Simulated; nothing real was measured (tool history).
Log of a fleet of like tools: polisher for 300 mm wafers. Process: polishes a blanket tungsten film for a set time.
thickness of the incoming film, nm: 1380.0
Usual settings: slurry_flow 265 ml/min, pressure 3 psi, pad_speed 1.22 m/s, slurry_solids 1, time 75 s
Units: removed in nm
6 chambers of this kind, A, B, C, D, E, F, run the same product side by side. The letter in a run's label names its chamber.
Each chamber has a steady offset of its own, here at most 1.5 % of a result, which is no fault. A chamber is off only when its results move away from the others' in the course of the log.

run,hour,slurry_flow,pressure,pad_speed,slurry_solids,time,wafers polished on this pad,hours since the slurry nozzle was cleaned,hours since the head pressure was calibrated,hours since the slurry blender was calibrated,hours since the slurry got fresh peroxide,removed
# hour 5.8: chamber A: worn pad replaced by a new one
1E,7.3,265,3,1.22,1,75,553,411.8,344.3,68.4,15.9,405.12
# hour 13.5: chamber E: worn pad replaced by a new one
2F,15.3,265,3,1.22,1,75,193,707.8,672.5,462,54.1,411.84
# hour 15.4: chamber D: slurry blender recalibrated
# hour 17.1: chamber A: slurry blender recalibrated
# hour 18.7: chamber D: slurry tank refilled with fresh slurry and peroxide
# hour 20.3: chamber F: slurry tank refilled with fresh slurry and peroxide
# hour 22.2: chamber A: slurry tank refilled with fresh slurry and peroxide
3B,22.3,265,3,1.22,1,75,1161,287.1,845.4,152.5,47.8,410.52
# hour 22.4: chamber F: slurry nozzle cleaned
4A,33.5,265,3,1.22,1,75,193,129.4,308,16.5,11.4,413.12
5C,45.6,265,3,1.22,1,75,493,389,1264.8,126.5,53.2,401.17
# hour 52.4: chamber B: slurry tank refilled with fresh slurry and peroxide
# hour 54.4: chamber C: slurry tank refilled with fresh slurry and peroxide
# hour 55: chamber B: worn pad replaced by a new one
# hour 58.1: chamber F: slurry blender recalibrated
6D,58.4,265,3,1.22,1,75,472,513.6,197.8,43.1,39.8,416.18
# hour 63: chamber F: worn pad replaced by a new one
# hour 63.9: chamber C: worn pad replaced by a new one
7F,64.3,265,3,1.22,1,75,9,42,721.5,6.2,44,409.94
8C,72.5,265,3,1.22,1,75,59,415.9,1291.7,153.4,18.1,403.89
# hour 75.7: chamber D: worn pad replaced by a new one
9E,84.9,265,3,1.22,1,75,496,489.4,421.9,146,93.5,401.24
# hour 90.2: chamber B: head pressure recalibrated
# hour 92.6: chamber E: worn pad replaced by a new one
10D,94.1,265,3,1.22,1,75,128,549.3,233.5,78.8,75.5,408.22
# hour 95.1: chamber F: slurry tank refilled with fresh slurry and peroxide
11B,100.9,265,3,1.22,1,75,318,365.7,10.8,231.1,48.6,416.5
12A,107.6,265,3,1.22,1,75,707,203.5,382.1,90.6,85.5,410.3
13C,113.9,265,3,1.62,0.75,75,347,457.3,1333.1,194.8,59.5,506.18
# hour 116.1: chamber C: slurry tank refilled with fresh slurry and peroxide
# hour 118.9: chamber E: slurry blender recalibrated
14E,122.4,265,3,1.62,0.75,75,207,526.9,459.4,3.6,131,500.51
# hour 126: chamber C: slurry nozzle cleaned
15D,128.6,265,3,1.62,0.75,75,368,583.8,268,113.3,110,507.2
# hour 129.3: chamber B: slurry tank refilled with fresh slurry and peroxide
# hour 130.6: chamber A: slurry tank refilled with fresh slurry and peroxide
# hour 137.5: chamber D: slurry tank refilled with fresh slurry and peroxide
# hour 138.8: chamber C: worn pad replaced by a new one
16A,141,265,3,1.62,0.75,75,939,236.9,415.5,124,10.4,506.38
# hour 147.2: chamber D: worn pad replaced by a new one
17B,147.7,265,3,1.62,0.75,75,644,412.5,57.6,277.9,18.5,506.7
# hour 149.9: chamber E: slurry tank refilled with fresh slurry and peroxide
18F,153.5,265,3,1.62,0.75,75,629,131.2,810.7,95.4,58.5,520.68
# hour 153.7: chamber F: worn pad replaced by a new one
# hour 157.9: chamber A: worn pad replaced by a new one
19E,163.4,265,3,1.22,1,75,492,567.9,500.4,44.6,13.5,408.6
# hour 167.1: chamber F: slurry tank refilled with fresh slurry and peroxide
# hour 174.3: chamber C: slurry tank refilled with fresh slurry and peroxide
20F,176.5,265,3,1.22,1,75,158,154.2,833.7,118.4,9.4,424.41
# hour 177.1: chamber A: slurry blender recalibrated
# hour 182.7: chamber E: worn pad replaced by a new one
21B,187.4,265,3,1.22,1,75,919,452.2,97.3,317.6,58.2,417.58
22A,196.3,265,3,1.22,1,75,266,292.2,470.8,19.3,65.7,406.63
# hour 201.8: chamber B: slurry tank refilled with fresh slurry and peroxide
23C,208.4,265,3,1.22,0.7,87,483,82.5,1427.6,289.3,34.2,431.98
24D,217,265,3,1.22,0.7,87,485,672.2,356.4,201.7,79.5,437.79
# hour 226.1: chamber F: worn pad replaced by a new one
# hour 226.2: chamber D: worn pad replaced by a new one
# hour 227.1: chamber F: slurry tank refilled with fresh slurry and peroxide
25D,227.5,265,3,1.22,0.7,87,9,682.7,366.9,212.2,90,434.46
# hour 229.8: chamber C: worn pad replaced by a new one
26B,236.1,265,3,1.22,0.7,87,1258,500.9,146,366.3,34.4,433.72
# hour 238.6: chamber C: head pressure recalibrated
27C,245.1,265,3,1.22,0.7,87,106,119.2,6.6,326,70.9,433.92
# hour 245.2: chamber B: worn pad replaced by a new one
# hour 246.5: chamber C: slurry tank refilled with fresh slurry and peroxide
# hour 248.9: chamber E: head pressure recalibrated
# hour 251.7: chamber A: slurry tank refilled with fresh slurry and peroxide
28F,252.5,265,3,1.22,0.7,87,183,230.2,909.7,194.4,25.4,460.43
# hour 254.3: chamber D: slurry tank refilled with fresh slurry and peroxide
# hour 257.4: chamber C: slurry blender recalibrated
# hour 259.6: chamber B: slurry nozzle cleaned
29E,262.6,265,3,1.22,1,87,555,667.1,13.8,143.8,112.7,472.21
30A,273.9,265,3,1.22,1,87,805,369.8,548.4,96.9,22.2,474.78
# hour 275.8: chamber E: slurry blender recalibrated
# hour 277.1: chamber E: worn pad replaced by a new one
# hour 279.2: chamber B: slurry tank refilled with fresh slurry and peroxide
31B,280,265,3,1.22,1,87,241,20.4,189.9,410.2,0.8,481.06
# hour 285.9: chamber D: slurry blender recalibrated
32D,293,265,3,1.22,1,87,464,748.2,432.4,7.2,38.8,474.44
# hour 301.9: chamber F: slurry tank refilled with fresh slurry and peroxide
# hour 302.8: chamber E: slurry tank refilled with fresh slurry and peroxide
# hour 304.7: chamber A: worn pad replaced by a new one
33C,305.5,265,3,1.22,1,87,526,179.6,67,48.2,59,469.53
# hour 307: chamber A: head pressure recalibrated
# hour 307.4: chamber A: slurry nozzle cleaned
# hour 316.4: chamber F: worn pad replaced by a new one
34F,318.4,265,3,1.22,1,87,14,296.1,975.6,260.3,16.5,520.08
35E,325.5,265,3,1.22,1,75,336,730,76.7,49.7,22.7,408.06
36A,338.4,265,3,1.22,1,75,234,31,31.5,161.4,86.7,410.15

Is one chamber off against the others, does the gauge drift, or is nothing wrong? If a chamber is off, say which, and what the likeliest cause is.

Chamber F drifts away from the others.
Cause: head's pressure above its setpoint, % = 9.96.

Here are 4 candidates for chamber F's next run, each the usual settings with a change, their results left as question marks. Which one brings its results back in line with what the others give on the usual settings?
In line means no further than this from the other chambers' mean on the usual settings: removed 14 nm
37F-1,348.1,265,3,1.2,1,74,,,,,,?
37F-2,348.1,265,3.1,1.26,1,77,,,,,,?
37F-3,348.1,265,3,1.26,1,75,,,,,,?
37F-4,348.1,265,3,1.22,1,68,,,,,,?

The other chambers' mean on the usual settings: removed 408.91 nm
run,removed
37F-1,437.15
37F-2,493.02
37F-3,464.88
37F-4,408.3
37F-4 brings the chamber back in line.
